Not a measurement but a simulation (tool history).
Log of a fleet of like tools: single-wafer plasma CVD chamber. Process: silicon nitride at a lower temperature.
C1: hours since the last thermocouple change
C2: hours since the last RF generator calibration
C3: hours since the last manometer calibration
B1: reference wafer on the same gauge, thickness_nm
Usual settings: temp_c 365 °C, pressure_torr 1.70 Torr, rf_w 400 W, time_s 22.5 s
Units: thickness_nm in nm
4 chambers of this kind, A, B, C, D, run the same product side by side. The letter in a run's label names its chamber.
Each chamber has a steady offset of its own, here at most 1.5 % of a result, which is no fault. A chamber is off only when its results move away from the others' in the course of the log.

{"run": "1C", "hour": 3.3, "temp_c": 365, "pressure_torr": 1.7, "rf_w": 400, "time_s": 22.5, "C1": 1858.7, "C2": 1069.8, "C3": 2500.6, "B1": 27.298, "thickness_nm": 32.345}
{"run": "2B", "hour": 6.2, "temp_c": 365, "pressure_torr": 1.7, "rf_w": 400, "time_s": 22.5, "C1": 933.8, "C2": 280.9, "C3": 574.0, "B1": 27.315, "thickness_nm": 31.908}
{"run": "3D", "hour": 9.8, "temp_c": 365, "pressure_torr": 1.7, "rf_w": 400, "time_s": 22.5, "C1": 496.0, "C2": 115.8, "C3": 543.3, "B1": 27.311, "thickness_nm": 32.155}
{"run": "4A", "hour": 13.9, "temp_c": 365, "pressure_torr": 1.7, "rf_w": 400, "time_s": 22.5, "C1": 1585.8, "C2": 311.9, "C3": 560.1, "B1": 27.322, "thickness_nm": 32.622}
{"run": "5D", "hour": 17.2, "temp_c": 365, "pressure_torr": 1.7, "rf_w": 400, "time_s": 22.5, "C1": 503.4, "C2": 123.2, "C3": 550.7, "B1": 27.327, "thickness_nm": 32.206}
{"run": "6C", "hour": 19.4, "temp_c": 365, "pressure_torr": 1.7, "rf_w": 400, "time_s": 22.5, "C1": 1874.8, "C2": 1085.9, "C3": 2516.7, "B1": 27.328, "thickness_nm": 32.435}
{"run": "7A", "hour": 22.6, "temp_c": 365, "pressure_torr": 1.7, "rf_w": 400, "time_s": 22.5, "C1": 1594.5, "C2": 320.6, "C3": 568.8, "B1": 27.331, "thickness_nm": 32.605}
{"run": "8B", "hour": 25.1, "temp_c": 353, "pressure_torr": 1.7, "rf_w": 400, "time_s": 22.5, "C1": 952.7, "C2": 299.8, "C3": 592.9, "B1": 27.334, "thickness_nm": 32.111}
{"run": "9D", "hour": 27.3, "temp_c": 353, "pressure_torr": 1.7, "rf_w": 400, "time_s": 22.5, "C1": 513.5, "C2": 133.3, "C3": 560.8, "B1": 27.335, "thickness_nm": 32.4}
{"run": "10C", "hour": 30.3, "temp_c": 353, "pressure_torr": 1.7, "rf_w": 400, "time_s": 22.5, "C1": 1885.7, "C2": 1096.8, "C3": 2527.6, "B1": 27.343, "thickness_nm": 32.606}
{"run": "11A", "hour": 33.1, "temp_c": 353, "pressure_torr": 1.7, "rf_w": 400, "time_s": 22.5, "C1": 1605.0, "C2": 331.1, "C3": 579.3, "B1": 27.344, "thickness_nm": 32.82}
{"run": "12B", "hour": 36.8, "temp_c": 365, "pressure_torr": 1.7, "rf_w": 400, "time_s": 22.5, "C1": 964.4, "C2": 311.5, "C3": 604.6, "B1": 27.356, "thickness_nm": 31.983}
{"run": "13B", "hour": 40.4, "temp_c": 365, "pressure_torr": 1.7, "rf_w": 330, "time_s": 22.5, "C1": 968.0, "C2": 315.1, "C3": 608.2, "B1": 27.36, "thickness_nm": 28.355}
{"run": "14D", "hour": 44.4, "temp_c": 365, "pressure_torr": 1.7, "rf_w": 330, "time_s": 22.5, "C1": 530.6, "C2": 150.4, "C3": 577.9, "B1": 27.366, "thickness_nm": 28.511}
{"run": "15C", "hour": 47.0, "temp_c": 365, "pressure_torr": 1.7, "rf_w": 330, "time_s": 22.5, "C1": 1902.4, "C2": 1113.5, "C3": 2544.3, "B1": 27.363, "thickness_nm": 28.72}
{"run": "16A", "hour": 49.6, "temp_c": 365, "pressure_torr": 1.7, "rf_w": 330, "time_s": 22.5, "C1": 1621.5, "C2": 347.6, "C3": 595.8, "B1": 27.368, "thickness_nm": 28.949}
{"run": "17D", "hour": 53.9, "temp_c": 365, "pressure_torr": 1.7, "rf_w": 400, "time_s": 22.5, "C1": 540.1, "C2": 159.9, "C3": 587.4, "B1": 27.376, "thickness_nm": 32.272}
{"hour": 54.5, "done": "chamber C: thermocouple changed; heater temperature recalibrated"}
{"run": "18C", "hour": 57.1, "temp_c": 370, "pressure_torr": 1.7, "rf_w": 400, "time_s": 20.9, "C1": 2.6, "C2": 1123.6, "C3": 2554.4, "B1": 27.38, "thickness_nm": 30.101}
{"run": "19B", "hour": 59.6, "temp_c": 370, "pressure_torr": 1.7, "rf_w": 400, "time_s": 20.9, "C1": 987.2, "C2": 334.3, "C3": 627.4, "B1": 27.381, "thickness_nm": 29.698}
{"run": "20A", "hour": 62.1, "temp_c": 370, "pressure_torr": 1.7, "rf_w": 400, "time_s": 20.9, "C1": 1634.0, "C2": 360.1, "C3": 608.3, "B1": 27.384, "thickness_nm": 30.382}
{"run": "21A", "hour": 64.9, "temp_c": 370, "pressure_torr": 1.7, "rf_w": 400, "time_s": 20.9, "C1": 1636.8, "C2": 362.9, "C3": 611.1, "B1": 27.395, "thickness_nm": 30.343}
{"run": "22B", "hour": 67.7, "temp_c": 365, "pressure_torr": 1.53, "rf_w": 400, "time_s": 22.5, "C1": 995.3, "C2": 342.4, "C3": 635.5, "B1": 27.386, "thickness_nm": 31.136}
{"run": "23C", "hour": 70.7, "temp_c": 365, "pressure_torr": 1.53, "rf_w": 400, "time_s": 22.5, "C1": 16.2, "C2": 1137.2, "C3": 2568.0, "B1": 27.404, "thickness_nm": 31.62}
{"run": "24D", "hour": 75.0, "temp_c": 365, "pressure_torr": 1.53, "rf_w": 400, "time_s": 22.5, "C1": 561.2, "C2": 181.0, "C3": 608.5, "B1": 27.405, "thickness_nm": 31.291}
{"run": "25C", "hour": 77.1, "temp_c": 365, "pressure_torr": 1.53, "rf_w": 400, "time_s": 22.5, "C1": 22.6, "C2": 1143.6, "C3": 2574.4, "B1": 27.402, "thickness_nm": 31.64}
{"run": "26B", "hour": 80.0, "temp_c": 365, "pressure_torr": 1.7, "rf_w": 400, "time_s": 22.5, "C1": 1007.6, "C2": 354.7, "C3": 647.8, "B1": 27.418, "thickness_nm": 32.08}
{"run": "27A", "hour": 84.4, "temp_c": 358, "pressure_torr": 1.7, "rf_w": 370, "time_s": 22.5, "C1": 1656.3, "C2": 382.4, "C3": 630.6, "B1": 27.417, "thickness_nm": 31.216}

Next, every chamber runs the same settings. What will each give?
{"run": "28A", "hour": 87.6, "temp_c": 365, "pressure_torr": 1.7, "rf_w": 400, "time_s": 22.5, "thickness_nm": "?"}
{"run": "28B", "hour": 87.6, "temp_c": 365, "pressure_torr": 1.7, "rf_w": 400, "time_s": 22.5, "thickness_nm": "?"}
{"run": "28C", "hour": 87.6, "temp_c": 365, "pressure_torr": 1.7, "rf_w": 400, "time_s": 22.5, "thickness_nm": "?"}
{"run": "28D", "hour": 87.6, "temp_c": 365, "pressure_torr": 1.7, "rf_w": 400, "time_s": 22.5, "thickness_nm": "?"}

run=28A thickness_nm=32.755
run=28B thickness_nm=32.101
run=28C thickness_nm=32.557
run=28D thickness_nm=32.350
